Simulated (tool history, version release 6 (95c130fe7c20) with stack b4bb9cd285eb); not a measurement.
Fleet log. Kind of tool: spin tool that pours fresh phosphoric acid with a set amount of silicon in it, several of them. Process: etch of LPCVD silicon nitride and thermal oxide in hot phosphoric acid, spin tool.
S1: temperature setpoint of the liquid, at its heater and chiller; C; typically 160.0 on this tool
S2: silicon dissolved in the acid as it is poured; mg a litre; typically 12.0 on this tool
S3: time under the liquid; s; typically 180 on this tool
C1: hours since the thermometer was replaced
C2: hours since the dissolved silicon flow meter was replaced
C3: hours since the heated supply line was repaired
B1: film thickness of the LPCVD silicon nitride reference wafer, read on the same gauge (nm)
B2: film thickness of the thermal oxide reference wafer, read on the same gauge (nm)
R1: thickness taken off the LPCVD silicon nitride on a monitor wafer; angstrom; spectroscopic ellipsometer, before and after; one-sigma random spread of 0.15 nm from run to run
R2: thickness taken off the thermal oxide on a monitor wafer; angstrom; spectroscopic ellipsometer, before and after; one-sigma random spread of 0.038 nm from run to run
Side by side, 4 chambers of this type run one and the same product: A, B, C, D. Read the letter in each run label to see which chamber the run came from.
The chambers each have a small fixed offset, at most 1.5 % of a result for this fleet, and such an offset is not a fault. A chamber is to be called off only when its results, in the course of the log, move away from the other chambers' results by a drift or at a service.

run	hour	S1	S2	S3	C1	C2	C3	B1	B2	R1	R2
1B	6.8	160.0	12.0	180	573.3	347.0	1747.9	140.02	79.988	172.210	3.2463
2D	15.4	160.0	12.0	180	23.7	1162.4	1109.0	139.99	80.000	172.220	3.2072
3A	23.9	160.0	12.0	180	1001.7	145.6	903.5	139.99	79.999	170.990	3.7138
4C	32.8	160.0	12.0	180	904.5	626.6	2189.9	140.02	80.017	171.660	3.5851
5B	45.4	160.0	12.0	180	611.9	385.6	1786.5	139.99	80.016	174.930	3.8577
6D	51.9	160.0	12.0	180	60.2	1198.9	1145.5	139.98	80.003	171.220	3.8542
7A	58.5	160.0	12.0	180	1036.3	180.2	938.1	140.00	80.005	173.870	3.5095
8C	68.5	160.0	12.0	180	940.2	662.3	2225.6	139.99	79.977	174.470	3.5421
9A	74.2	160.0	12.0	180	1052.0	195.9	953.8	139.99	79.981	171.830	3.5635
# hour 75.8: chamber C: dissolved silicon flow meter replaced
10C	84.1	160.0	12.0	180	955.8	8.3	2241.2	140.02	79.963	172.870	3.4476
11B	95.3	161.5	20.5	180	661.8	435.5	1836.4	139.97	79.978	179.700	2.8325
12D	103.5	161.5	20.5	180	111.8	1250.5	1197.1	140.00	79.997	184.510	3.4441
13D	112.0	161.5	20.5	180	120.3	1259.0	1205.6	139.99	80.006	183.310	2.8076
# hour 121.8: chamber D: dissolved silicon flow meter replaced
14A	123.7	161.5	20.5	180	1101.5	245.4	1003.3	140.00	80.014	180.910	3.2483
15B	134.7	160.0	12.0	180	701.2	474.9	1875.8	139.99	79.991	171.430	3.0898
16C	146.0	160.0	20.5	225	1017.7	70.2	2303.1	139.96	79.991	216.960	3.0526
17A	157.4	160.0	20.5	225	1135.2	279.1	1037.0	140.00	79.975	217.170	3.0933
18C	166.2	160.0	20.5	225	1037.9	90.4	2323.3	139.99	79.975	215.290	3.9943
19B	176.6	160.0	20.5	225	743.1	516.8	1917.7	139.99	79.959	214.030	3.7356
20D	186.6	160.0	12.0	180	194.9	64.9	1280.2	140.01	79.975	171.950	3.3231
21B	195.0	160.0	12.0	180	761.5	535.2	1936.1	140.00	80.042	170.280	3.9864
22A	206.1	160.0	12.0	180	1183.9	327.8	1085.7	140.00	79.997	172.640	3.2436
23C	213.9	160.0	12.0	180	1085.6	138.1	2371.0	139.97	80.013	171.510	3.6431
24D	223.7	157.0	12.0	90	232.0	102.0	1317.3	139.97	79.974	78.331	1.5223
25C	232.7	157.0	12.0	90	1104.4	156.9	2389.8	140.01	80.041	76.953	1.6066
26B	245.2	157.0	12.0	90	811.7	585.4	1986.3	140.00	80.007	76.112	1.6107
27A	255.2	157.0	12.0	90	1233.0	376.9	1134.8	140.02	79.999	78.989	1.7483
# hour 259.3: chamber A: dissolved silicon flow meter replaced
# hour 261.9: chamber B: thermometer replaced
28D	262.6	160.0	12.0	180	270.9	140.9	1356.2	140.00	79.987	173.880	3.8383
29D	274.8	160.0	12.0	180	283.1	153.1	1368.4	140.02	80.053	176.340	3.4155
30C	281.6	160.0	4.5	225	1153.3	205.8	2438.7	140.00	79.988	216.270	5.3554
31B	289.9	160.0	4.5	225	28.1	630.1	2031.0	140.01	79.982	210.520	5.5982
32A	298.2	160.0	4.5	225	1276.0	38.9	1177.8	139.98	79.992	213.930	5.1851
33A	303.6	160.0	4.5	225	1281.4	44.3	1183.2	139.99	80.048	218.260	6.4209

All 4 chambers run these settings next. Forecast each chamber's results:
34A	312.6	160.0	5.0	180						?	?
34B	312.6	160.0	5.0	180						?	?
34C	312.6	160.0	5.0	180						?	?
34D	312.6	160.0	5.0	180						?	?

run	R1	R2
34A	171.060	3.7833
34B	170.640	4.6819
34C	172.570	4.0938
34D	174.400	3.9889
